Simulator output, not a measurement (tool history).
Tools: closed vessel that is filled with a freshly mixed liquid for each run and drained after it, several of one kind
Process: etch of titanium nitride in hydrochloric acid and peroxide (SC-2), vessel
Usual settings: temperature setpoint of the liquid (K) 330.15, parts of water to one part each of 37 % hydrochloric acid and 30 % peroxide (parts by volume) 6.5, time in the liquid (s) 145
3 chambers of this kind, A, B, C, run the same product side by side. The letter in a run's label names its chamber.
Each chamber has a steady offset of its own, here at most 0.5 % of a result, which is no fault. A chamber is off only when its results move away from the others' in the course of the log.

run	day	temperature setpoint of the liquid (K)	parts of water to one part each of 37 % hydrochloric acid and 30 % peroxide (parts by volume)	time in the liquid (s)	read-back film thickness of the titanium nitride reference wafer, read on the same gauge (nm)	thickness taken off the titanium nitride on a monitor wafer (angstrom)
1C	0.154	330.15	6.5	145	70.009	81.075
2B	0.271	330.15	6.5	145	70.032	80.297
3A	0.5	330.15	6.5	145	69.999	80.894
4B	0.633	330.15	6.5	145	69.985	81.88
5A	0.754	330.15	6.5	145	70.003	81.226
6C	0.871	330.15	6.5	145	70.008	81.235
7C	1.104	330.15	6.5	145	70.023	82.064
8A	1.338	330.15	6.5	145	69.982	81.729
9B	1.596	330.15	6.5	145	70.001	80.957
10C	1.862	330.15	6.5	145	70.038	80.461
11B	1.988	330.15	6.5	145	70.006	81.15
12A	2.175	330.15	6.5	145	70.009	80.886
13B	2.375	330.15	6.5	145	70.02	80.396
14A	2.608	330.15	6.5	145	69.995	81.623
15C	2.838	330.15	6.5	145	69.977	82.197
16B	3.092	330.15	6.5	145	70.006	80.459
17C	3.308	330.15	6.5	145	70.032	80.484
18A	3.471	330.15	4.5	175	69.989	127.6
19C	3.621	330.15	4.5	175	70.007	128.06
20B	3.829	330.15	4.5	175	70.001	126.29
21A	4.071	330.15	6.5	145	69.959	81.914
22A	4.229	330.15	6.5	145	69.984	81.894
23B	4.412	330.15	6.5	145	69.993	81.267

All 3 chambers run these settings next. Forecast each chamber's results:
24A	4.604	330.15	6.5	145		?
24B	4.604	330.15	6.5	145		?
24C	4.604	330.15	6.5	145		?

run	thickness taken off the titanium nitride on a monitor wafer (angstrom)
24A	80.776
24B	79.674
24C	81.824
